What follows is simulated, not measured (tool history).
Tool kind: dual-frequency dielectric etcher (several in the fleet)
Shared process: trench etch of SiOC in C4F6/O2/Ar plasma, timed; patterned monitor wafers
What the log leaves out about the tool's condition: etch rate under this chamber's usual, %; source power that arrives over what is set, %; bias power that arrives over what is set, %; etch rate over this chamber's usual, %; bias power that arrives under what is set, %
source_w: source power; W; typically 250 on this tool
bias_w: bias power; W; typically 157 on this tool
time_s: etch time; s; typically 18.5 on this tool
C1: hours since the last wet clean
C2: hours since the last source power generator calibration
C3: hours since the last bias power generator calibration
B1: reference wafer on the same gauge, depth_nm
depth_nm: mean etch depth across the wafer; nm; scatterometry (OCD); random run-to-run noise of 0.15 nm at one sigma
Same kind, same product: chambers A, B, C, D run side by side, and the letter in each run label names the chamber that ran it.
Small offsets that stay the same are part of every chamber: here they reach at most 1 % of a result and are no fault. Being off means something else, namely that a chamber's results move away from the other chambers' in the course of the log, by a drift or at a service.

{"day": 0.142, "done": "chamber C: source power generator calibrated"}
{"run": "1C", "day": 0.362, "source_w": 250, "bias_w": 157, "time_s": 18.5, "C1": 624.4, "C2": 5.4, "C3": 1444.1, "B1": 32.02, "depth_nm": 30.679}
{"run": "2D", "day": 0.612, "source_w": 250, "bias_w": 157, "time_s": 18.5, "C1": 219.3, "C2": 1615.6, "C3": 699.7, "B1": 31.997, "depth_nm": 30.922}
{"run": "3A", "day": 0.829, "source_w": 250, "bias_w": 157, "time_s": 18.5, "C1": 23.7, "C2": 583.1, "C3": 76.4, "B1": 32.025, "depth_nm": 30.466}
{"run": "4B", "day": 1.129, "source_w": 250, "bias_w": 157, "time_s": 18.5, "C1": 342.8, "C2": 2325.1, "C3": 242.3, "B1": 32.003, "depth_nm": 30.484}
{"run": "5D", "day": 1.529, "source_w": 250, "bias_w": 157, "time_s": 18.5, "C1": 241.3, "C2": 1637.6, "C3": 721.7, "B1": 32.022, "depth_nm": 30.928}
{"day": 1.612, "done": "chamber C: wet clean of the chamber"}
{"run": "6C", "day": 1.796, "source_w": 250, "bias_w": 135, "time_s": 18.5, "C1": 4.5, "C2": 39.8, "C3": 1478.5, "B1": 31.959, "depth_nm": 29.437}
{"run": "7A", "day": 2.108, "source_w": 250, "bias_w": 135, "time_s": 18.5, "C1": 54.4, "C2": 613.8, "C3": 107.1, "B1": 31.964, "depth_nm": 29.218}
{"run": "8B", "day": 2.429, "source_w": 250, "bias_w": 135, "time_s": 18.5, "C1": 374.0, "C2": 2356.3, "C3": 273.5, "B1": 32.014, "depth_nm": 29.104}
{"run": "9C", "day": 2.725, "source_w": 250, "bias_w": 135, "time_s": 18.5, "C1": 26.8, "C2": 62.1, "C3": 1500.8, "B1": 32.027, "depth_nm": 29.144}
{"run": "10D", "day": 3.071, "source_w": 250, "bias_w": 157, "time_s": 18.5, "C1": 278.3, "C2": 1674.6, "C3": 758.7, "B1": 32.022, "depth_nm": 30.686}
{"day": 3.092, "done": "chamber B: wet clean of the chamber"}
{"run": "11B", "day": 3.312, "source_w": 250, "bias_w": 157, "time_s": 18.5, "C1": 5.4, "C2": 2377.5, "C3": 294.7, "B1": 31.956, "depth_nm": 30.382}
{"run": "12A", "day": 3.608, "source_w": 250, "bias_w": 157, "time_s": 18.5, "C1": 90.4, "C2": 649.8, "C3": 143.1, "B1": 31.991, "depth_nm": 30.841}
{"day": 3.742, "done": "chamber D: wet clean of the chamber"}
{"run": "13A", "day": 3.904, "source_w": 250, "bias_w": 157, "time_s": 18.5, "C1": 97.5, "C2": 656.9, "C3": 150.2, "B1": 32.015, "depth_nm": 30.735}
{"run": "14D", "day": 4.288, "source_w": 250, "bias_w": 157, "time_s": 18.5, "C1": 13.2, "C2": 1703.8, "C3": 787.9, "B1": 31.996, "depth_nm": 29.345}
{"run": "15C", "day": 4.625, "source_w": 250, "bias_w": 157, "time_s": 18.5, "C1": 72.4, "C2": 107.7, "C3": 1546.4, "B1": 32.023, "depth_nm": 30.781}
{"run": "16B", "day": 5.025, "source_w": 250, "bias_w": 157, "time_s": 18.5, "C1": 46.5, "C2": 2418.6, "C3": 335.8, "B1": 31.969, "depth_nm": 30.617}
{"run": "17B", "day": 5.412, "source_w": 250, "bias_w": 157, "time_s": 18.5, "C1": 55.8, "C2": 2427.9, "C3": 345.1, "B1": 31.976, "depth_nm": 30.585}
{"run": "18A", "day": 5.608, "source_w": 250, "bias_w": 157, "time_s": 18.5, "C1": 138.4, "C2": 697.8, "C3": 191.1, "B1": 32.02, "depth_nm": 30.906}
{"run": "19C", "day": 5.871, "source_w": 250, "bias_w": 157, "time_s": 18.5, "C1": 102.3, "C2": 137.6, "C3": 1576.3, "B1": 32.018, "depth_nm": 30.638}
{"run": "20D", "day": 6.133, "source_w": 250, "bias_w": 157, "time_s": 18.5, "C1": 57.5, "C2": 1748.1, "C3": 832.2, "B1": 31.988, "depth_nm": 29.319}
{"run": "21D", "day": 6.508, "source_w": 200, "bias_w": 157, "time_s": 20.0, "C1": 66.5, "C2": 1757.1, "C3": 841.2, "B1": 32.015, "depth_nm": 29.261}
{"run": "22A", "day": 6.846, "source_w": 200, "bias_w": 157, "time_s": 20.0, "C1": 168.1, "C2": 727.5, "C3": 220.8, "B1": 32.024, "depth_nm": 30.369}
{"run": "23C", "day": 7.125, "source_w": 200, "bias_w": 157, "time_s": 20.0, "C1": 132.4, "C2": 167.7, "C3": 1606.4, "B1": 32.013, "depth_nm": 30.495}
{"run": "24B", "day": 7.3, "source_w": 200, "bias_w": 157, "time_s": 20.0, "C1": 101.1, "C2": 2473.2, "C3": 390.4, "B1": 32.035, "depth_nm": 30.261}
{"run": "25B", "day": 7.675, "source_w": 250, "bias_w": 132, "time_s": 21.0, "C1": 110.1, "C2": 2482.2, "C3": 399.4, "B1": 32.004, "depth_nm": 32.968}
{"run": "26D", "day": 7.95, "source_w": 250, "bias_w": 132, "time_s": 21.0, "C1": 101.1, "C2": 1791.7, "C3": 875.8, "B1": 31.991, "depth_nm": 31.526}
{"run": "27C", "day": 8.179, "source_w": 250, "bias_w": 132, "time_s": 21.0, "C1": 157.7, "C2": 193.0, "C3": 1631.7, "B1": 32.012, "depth_nm": 32.986}
{"run": "28A", "day": 8.379, "source_w": 250, "bias_w": 132, "time_s": 21.0, "C1": 204.9, "C2": 764.3, "C3": 257.6, "B1": 31.993, "depth_nm": 32.947}
{"run": "29A", "day": 8.562, "source_w": 250, "bias_w": 157, "time_s": 21.5, "C1": 209.3, "C2": 768.7, "C3": 262.0, "B1": 32.017, "depth_nm": 35.438}
{"run": "30D", "day": 8.75, "source_w": 250, "bias_w": 157, "time_s": 21.5, "C1": 120.3, "C2": 1810.9, "C3": 895.0, "B1": 32.01, "depth_nm": 34.276}
{"run": "31C", "day": 9.004, "source_w": 250, "bias_w": 157, "time_s": 21.5, "C1": 177.5, "C2": 212.8, "C3": 1651.5, "B1": 32.009, "depth_nm": 35.749}
{"run": "32B", "day": 9.2, "source_w": 250, "bias_w": 157, "time_s": 21.5, "C1": 146.7, "C2": 2518.8, "C3": 436.0, "B1": 32.045, "depth_nm": 35.592}
{"run": "33C", "day": 9.504, "source_w": 250, "bias_w": 157, "time_s": 18.5, "C1": 189.5, "C2": 224.8, "C3": 1663.5, "B1": 32.028, "depth_nm": 30.653}
{"run": "34B", "day": 9.721, "source_w": 250, "bias_w": 157, "time_s": 18.5, "C1": 159.2, "C2": 2531.3, "C3": 448.5, "B1": 32.02, "depth_nm": 30.603}
{"run": "35D", "day": 10.0, "source_w": 250, "bias_w": 157, "time_s": 18.5, "C1": 150.3, "C2": 1840.9, "C3": 925.0, "B1": 31.988, "depth_nm": 29.35}
{"run": "36A", "day": 10.246, "source_w": 250, "bias_w": 157, "time_s": 18.5, "C1": 249.7, "C2": 809.1, "C3": 302.4, "B1": 32.002, "depth_nm": 30.723}
{"run": "37C", "day": 10.425, "source_w": 250, "bias_w": 157, "time_s": 18.5, "C1": 211.6, "C2": 246.9, "C3": 1685.6, "B1": 31.994, "depth_nm": 30.6}
{"run": "38D", "day": 10.646, "source_w": 250, "bias_w": 157, "time_s": 18.5, "C1": 165.8, "C2": 1856.4, "C3": 940.5, "B1": 31.995, "depth_nm": 29.332}
{"run": "39A", "day": 10.983, "source_w": 250, "bias_w": 157, "time_s": 18.5, "C1": 267.4, "C2": 826.8, "C3": 320.1, "B1": 32.028, "depth_nm": 30.806}

What goes on in this fleet: one chamber off, a drifting gauge, or nothing beyond the chambers' own small offsets? Name the chamber and the cause, if any.

A service left chamber D off against the others.
What lies behind it: etch rate under this chamber's usual, % = 4.6.

Which of the 4 candidates below, each the usual settings with something changed and its results left as question marks, puts chamber D back in line with what the other chambers give on the usual settings?
In line means no further than this from the other chambers' mean on the usual settings: depth_nm 0.540 nm
{"run": "40D-1", "day": 11.271, "source_w": 200, "bias_w": 157, "time_s": 18.5, "depth_nm": "?"}
{"run": "40D-2", "day": 11.271, "source_w": 280, "bias_w": 157, "time_s": 18.5, "depth_nm": "?"}
{"run": "40D-3", "day": 11.271, "source_w": 250, "bias_w": 137, "time_s": 18.5, "depth_nm": "?"}
{"run": "40D-4", "day": 11.271, "source_w": 250, "bias_w": 157, "time_s": 20.0, "depth_nm": "?"}

What the other chambers average on the usual settings: depth_nm 30.663 nm
run=40D-1 depth_nm=27.040
run=40D-2 depth_nm=30.749
run=40D-3 depth_nm=28.228
run=40D-4 depth_nm=31.828
Change 40D-2 lands the chamber within the allowed miss of the other chambers.

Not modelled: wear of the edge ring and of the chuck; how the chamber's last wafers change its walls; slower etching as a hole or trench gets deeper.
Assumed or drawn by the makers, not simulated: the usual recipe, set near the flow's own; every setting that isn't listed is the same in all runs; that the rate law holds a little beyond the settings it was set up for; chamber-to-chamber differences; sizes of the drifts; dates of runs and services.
